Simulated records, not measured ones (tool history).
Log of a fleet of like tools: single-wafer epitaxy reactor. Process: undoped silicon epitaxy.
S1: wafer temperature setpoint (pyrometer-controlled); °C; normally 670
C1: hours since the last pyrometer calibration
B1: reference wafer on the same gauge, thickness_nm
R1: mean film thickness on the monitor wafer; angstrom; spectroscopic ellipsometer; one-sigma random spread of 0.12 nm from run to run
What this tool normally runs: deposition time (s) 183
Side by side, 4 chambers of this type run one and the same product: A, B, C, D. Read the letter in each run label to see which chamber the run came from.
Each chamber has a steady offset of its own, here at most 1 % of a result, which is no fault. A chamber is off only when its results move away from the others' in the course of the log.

run 1B hour=7.1 | S1=670 deposition_time_(s)=183 | C1=2000.5 | B1=55.203 | R1=468.31
run 2C hour=16.4 | S1=670 deposition_time_(s)=183 | C1=2037.5 | B1=55.194 | R1=472.24
run 3D hour=27.5 | S1=670 deposition_time_(s)=183 | C1=2940.9 | B1=55.205 | R1=470.59
run 4A hour=35.6 | S1=670 deposition_time_(s)=183 | C1=94.4 | B1=55.182 | R1=468.23
run 5C hour=44.5 | S1=670 deposition_time_(s)=183 | C1=2065.6 | B1=55.184 | R1=472.99
run 6A hour=52.1 | S1=670 deposition_time_(s)=183 | C1=110.9 | B1=55.170 | R1=469.69
run 7D hour=63.8 | S1=670 deposition_time_(s)=183 | C1=2977.2 | B1=55.162 | R1=470.41
run 8B hour=74.5 | S1=670 deposition_time_(s)=183 | C1=2067.9 | B1=55.215 | R1=467.62
run 9D hour=80.8 | S1=670 deposition_time_(s)=183 | C1=2994.2 | B1=55.189 | R1=471.74
run 10A hour=89.7 | S1=659 deposition_time_(s)=183 | C1=148.5 | B1=55.169 | R1=371.86
run 11B hour=99.1 | S1=659 deposition_time_(s)=183 | C1=2092.5 | B1=55.163 | R1=370.11
-- hour=109.3 chamber D: pyrometer calibrated
run 12C hour=112.7 | S1=659 deposition_time_(s)=183 | C1=2133.8 | B1=55.223 | R1=374.64
run 13D hour=122.0 | S1=659 deposition_time_(s)=183 | C1=12.8 | B1=55.232 | R1=365.06
run 14C hour=132.8 | S1=661 deposition_time_(s)=159 | C1=2153.9 | B1=55.162 | R1=339.76
run 15B hour=140.7 | S1=661 deposition_time_(s)=159 | C1=2134.1 | B1=55.202 | R1=337.16
run 16A hour=149.1 | S1=661 deposition_time_(s)=159 | C1=207.9 | B1=55.181 | R1=339.28
run 17D hour=157.0 | S1=661 deposition_time_(s)=159 | C1=47.8 | B1=55.160 | R1=331.34
run 18C hour=164.2 | S1=670 deposition_time_(s)=183 | C1=2185.3 | B1=55.170 | R1=470.38
run 19B hour=176.8 | S1=670 deposition_time_(s)=183 | C1=2170.2 | B1=55.203 | R1=466.64
run 20A hour=188.0 | S1=670 deposition_time_(s)=183 | C1=246.8 | B1=55.192 | R1=466.73
-- hour=192.8 chamber B: pyrometer calibrated
run 21D hour=201.2 | S1=670 deposition_time_(s)=183 | C1=92.0 | B1=55.189 | R1=458.25
run 22B hour=214.1 | S1=670 deposition_time_(s)=183 | C1=21.4 | B1=55.184 | R1=465.63
run 23C hour=222.6 | S1=670 deposition_time_(s)=183 | C1=2243.7 | B1=55.206 | R1=472.16
run 24A hour=229.7 | S1=670 deposition_time_(s)=183 | C1=288.5 | B1=55.172 | R1=468.89

What goes on in this fleet: one chamber off, a drifting gauge, or nothing beyond the chambers' own small offsets? Name the chamber and the cause, if any.

After it was serviced, chamber D no longer matches the other chambers.
What lies behind it: wafer temperature below the value expected at the setpoint (K) = 1.22.

Which of the 4 candidates below, each the usual settings with something changed and its results left as question marks, puts chamber D back in line with what the other chambers give on the usual settings?
Allowed miss from the other chambers' usual-settings mean, per result, to count as in line: R1 4.30 angstrom
run 25D-1 hour=239.4 | S1=670 deposition_time_(s)=190 | R1=?
run 25D-2 hour=239.4 | S1=670 deposition_time_(s)=187 | R1=?
run 25D-3 hour=239.4 | S1=670 deposition_time_(s)=179 | R1=?
run 25D-4 hour=239.4 | S1=670 deposition_time_(s)=176 | R1=?

Other chambers, usual settings, mean: R1 469.79 angstrom
run=25D-1 R1=478.60
run=25D-2 R1=471.04
run=25D-3 R1=450.89
run=25D-4 R1=443.33
With 25D-2, the chamber falls back in line with the rest.
